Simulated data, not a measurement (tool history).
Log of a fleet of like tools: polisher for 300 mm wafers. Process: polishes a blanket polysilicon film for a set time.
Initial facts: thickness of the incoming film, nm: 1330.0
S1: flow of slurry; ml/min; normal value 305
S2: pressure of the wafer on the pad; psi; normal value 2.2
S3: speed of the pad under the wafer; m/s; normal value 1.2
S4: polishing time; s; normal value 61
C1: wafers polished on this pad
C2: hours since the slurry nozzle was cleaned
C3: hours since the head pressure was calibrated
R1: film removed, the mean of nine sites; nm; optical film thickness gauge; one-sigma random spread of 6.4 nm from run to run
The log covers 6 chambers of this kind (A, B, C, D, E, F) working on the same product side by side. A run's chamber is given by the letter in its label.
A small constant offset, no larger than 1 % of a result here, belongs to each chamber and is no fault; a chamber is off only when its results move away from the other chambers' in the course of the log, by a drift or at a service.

run   hour   S1   S2    S3  S4    C1     C2     C3      R1
       2.3  -- chamber F: head pressure recalibrated
 1E    5.8  305  2.2   1.2  61    58  258.8  544.1  512.76
 2D     11  305  2.2   1.2  61   582  445.5  897.3  499.71
      15.4  -- chamber B: worn pad replaced by a new one
 3C   19.7  305  2.2   1.2  61   361  295.1  285.8  496.79
 4B   27.1  305  2.2   1.2  61    78   39.3  324.8  508.21
 5A   35.2  305  2.2   1.2  61   758  405.1  548.5  501.95
        36  -- chamber C: worn pad replaced by a new one
 6F   41.7  305  2.2   1.2  61   367  357.9   39.5  503.11
 7A   46.8  305  2.2   1.2  61   836  416.7  560.1  507.73
 8E   55.2  305  2.2   1.2  61   389  308.2  593.5  492.67
 9C   62.5  305  2.2   1.2  61   178  337.9  328.6  504.54
10D   66.3  305  2.2   1.2  61   953  500.8  952.6  502.11
11B   74.6  305  2.2   1.2  61   397   86.8  372.3  493.96
12F   78.5  305  2.2   1.2  61   614  394.7   76.3  508.84
13E   86.8  305  2.2   1.2  61   602  339.8  625.1  503.99
      92.3  -- chamber D: worn pad replaced by a new one
      92.8  -- chamber C: slurry nozzle cleaned
      94.5  -- chamber A: worn pad replaced by a new one
14B   94.6  340  2.2  0.96  61   532  106.8  392.3  402.77
15F   99.4  340  2.2  0.96  61   754  415.6   97.2  410.06
     101.6  -- chamber F: worn pad replaced by a new one
16D  103.6  340  2.2  0.96  61    76  538.1  989.9   395.9
17C  108.8  340  2.2  0.96  61   488   16.1  374.9   401.4
     111.8  -- chamber C: worn pad replaced by a new one
18A  117.2  340  2.2  0.96  61   153  487.1  630.5  396.92
     122.1  -- chamber D: head pressure recalibrated
19D  122.9  340  2.2  0.96  61   206  557.4    0.8  355.58
20B  128.6  305  2.2   1.2  61   760  140.8  426.3  502.18
21E    133  305  2.2   1.2  61   912    386  671.3   494.2
     138.4  -- chamber E: worn pad replaced by a new one
22F  141.1  305  2.2   1.2  61   265  457.3  138.9  499.31
23A  149.9  305  2.2   1.2  61   372  519.8  663.2  496.13
       151  -- chamber B: worn pad replaced by a new one
     158.1  -- chamber B: head pressure recalibrated
24C  158.3  305  2.2   1.2  61   312   65.6  424.4  508.98
25C  164.8  305  2.2   1.2  61   356   72.1  430.9  509.18
26B  170.1  305  2.2   1.2  61   128  182.3     12  501.64
27D  175.9  305  2.2   1.2  61   561  610.4   53.8  437.81
28E  184.1  305  2.2   1.2  61   307  437.1  722.4  507.77
29F  189.7  305  2.2   1.2  61   591  505.9  187.5  505.84
30A  196.7  305  2.2   1.2  61   686  566.6    710  496.22
     198.5  -- chamber C: worn pad replaced by a new one
31A  205.5  305  2.2   1.2  61   745  575.4  718.8  500.08
32C    210  305  2.2   1.2  61    77  117.3  476.1  502.78
     211.7  -- chamber F: worn pad replaced by a new one
33D  217.3  305  2.2   1.2  61   839  651.8   95.2  445.15
34E    226  305  1.9   1.2  61   588    479  764.3  434.12
35B  232.8  305  1.9   1.2  61   549    245   74.7  429.99
36F  236.8  305  1.9   1.2  61   169    553  234.6  446.97
37D  241.5  305  1.9   1.2  61  1002    676  119.4  373.71
38B    247  305  1.9   1.2  61   644  259.2   88.9  431.07
       249  -- chamber A: worn pad replaced by a new one
39F  253.8  305  1.9   1.2  61   283    570  251.6   439.1
40C  259.5  305  2.2   1.2  61   409  166.8  525.6  500.91
41A  266.7  305  2.2   1.2  61   119  636.6    780  504.65
42E  273.7  305  2.2   1.2  61   908  526.7    812  494.97

Is one chamber out of step, is the gauge drifting, or do the chambers differ by no more than their own small offsets? For an off chamber, give its letter and the likeliest cause.

Chamber D came out of a service off from its peers and stayed that way.
Most likely cause: head's pressure below its setpoint, % = 11.3.

Which of the 4 candidates below, each the usual settings with something changed and its results left as question marks, puts chamber D back in line with what the other chambers give on the usual settings?
In line here means within this much of the mean the other chambers give on the usual settings: R1 22 nm
43D-1   280  305  2.1  1.16  59               ?
43D-2   280  305  2.3  1.28  61               ?
43D-3   280  305  2.2  1.22  62               ?
43D-4   280  305  2.2  1.16  61               ?

On the usual settings, the other chambers give on average: R1 502.09 nm
  run      R1
43D-1  393.04
43D-2  491.74
43D-3  455.38
43D-4  426.02
The right change is 43D-2: it brings the chamber back within the allowed miss of the others.

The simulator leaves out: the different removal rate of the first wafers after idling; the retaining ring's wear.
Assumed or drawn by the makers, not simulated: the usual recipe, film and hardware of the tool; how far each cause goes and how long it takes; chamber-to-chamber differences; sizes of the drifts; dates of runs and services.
